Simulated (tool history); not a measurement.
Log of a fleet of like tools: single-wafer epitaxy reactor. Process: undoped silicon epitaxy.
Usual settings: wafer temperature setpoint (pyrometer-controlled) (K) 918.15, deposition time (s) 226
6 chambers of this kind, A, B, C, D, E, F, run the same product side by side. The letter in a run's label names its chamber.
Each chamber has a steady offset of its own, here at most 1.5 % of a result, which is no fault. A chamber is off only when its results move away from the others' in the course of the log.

| run | day | wafer temperature setpoint (pyrometer-controlled) (K) | deposition time (s) | read-back reference wafer on the same gauge, thickness_nm | mean film thickness on the monitor wafer (Å) |
|---|---|---|---|---|---|
| 1E | 0.304 | 918.15 | 226 | 30.306 | 341.18 |
| 2B | 0.767 | 918.15 | 226 | 30.291 | 340.29 |
| 3A | 1.088 | 918.15 | 226 | 30.323 | 340.27 |
| 4D | 1.733 | 918.15 | 226 | 30.304 | 337.3 |
| 5C | 2.283 | 918.15 | 226 | 30.304 | 339.89 |
| 6F | 2.579 | 918.15 | 226 | 30.324 | 346.2 |
| 7B | 2.975 | 918.15 | 226 | 30.295 | 341.86 |
| 8D | 3.362 | 918.15 | 226 | 30.294 | 336.47 |
| 9C | 3.721 | 918.15 | 226 | 30.307 | 338.02 |
| 10F | 4.279 | 918.15 | 226 | 30.308 | 344.94 |
| 11E | 4.854 | 918.15 | 226 | 30.311 | 338.9 |
| 12A | 5.446 | 918.15 | 226 | 30.294 | 341.36 |
| 13E | 6.025 | 918.15 | 226 | 30.301 | 342.68 |
| 14F | 6.383 | 910.15 | 226 | 30.302 | 288.48 |
| 15B | 6.892 | 910.15 | 226 | 30.298 | 286.64 |
| 16D | 7.254 | 910.15 | 226 | 30.271 | 281.78 |
| 17C | 7.704 | 910.15 | 226 | 30.316 | 285.15 |
| 18A | 8.158 | 910.15 | 226 | 30.285 | 285.89 |
| 19D | 8.696 | 910.15 | 226 | 30.323 | 282.32 |
| 20E | 9.242 | 918.15 | 226 | 30.27 | 341.75 |
| 21C | 9.867 | 918.15 | 226 | 30.287 | 338.59 |
| 22F | 10.462 | 918.15 | 226 | 30.284 | 347.52 |
| 23B | 11.038 | 918.15 | 226 | 30.317 | 341.18 |
| 24A | 11.412 | 918.15 | 226 | 30.258 | 339.44 |
| 25D | 11.771 | 918.15 | 226 | 30.289 | 338.49 |
| 26C | 12.325 | 918.15 | 226 | 30.271 | 340.5 |
| 27B | 12.733 | 918.15 | 226 | 30.311 | 341.01 |
|  | 12.775 | chamber C: pyrometer calibrated |
| 28A | 13.362 | 918.15 | 226 | 30.307 | 341.43 |
| 29E | 13.896 | 918.15 | 226 | 30.314 | 343.84 |
| 30F | 14.208 | 918.15 | 226 | 30.266 | 355.74 |
| 31A | 14.533 | 918.15 | 226 | 30.297 | 338.98 |
| 32F | 15.012 | 929.15 | 200 | 30.322 | 397.82 |
| 33D | 15.425 | 929.15 | 200 | 30.279 | 378.77 |
| 34B | 16.075 | 929.15 | 200 | 30.3 | 384.29 |
|  | 16.662 | chamber A: pyrometer calibrated |
| 35C | 16.725 | 929.15 | 200 | 30.302 | 380.91 |
|  | 16.758 | chamber E: pyrometer calibrated |
| 36E | 17.375 | 929.15 | 200 | 30.289 | 381.88 |
| 37B | 17.8 | 929.15 | 200 | 30.294 | 383.02 |
| 38A | 18.346 | 918.15 | 226 | 30.321 | 340.16 |
| 39C | 18.912 | 918.15 | 226 | 30.321 | 339.23 |

All 6 chambers run these settings next. Forecast each chamber's results:
| 40A | 19.383 | 918.15 | 226 |  | ? |
| 40B | 19.383 | 918.15 | 226 |  | ? |
| 40C | 19.383 | 918.15 | 226 |  | ? |
| 40D | 19.383 | 918.15 | 226 |  | ? |
| 40E | 19.383 | 918.15 | 226 |  | ? |
| 40F | 19.383 | 918.15 | 226 |  | ? |

| run | mean film thickness on the monitor wafer (Å) |
|---|---|
| 40A | 340.7 |
| 40B | 340.17 |
| 40C | 339.56 |
| 40D | 336.44 |
| 40E | 341.81 |
| 40F | 359.29 |
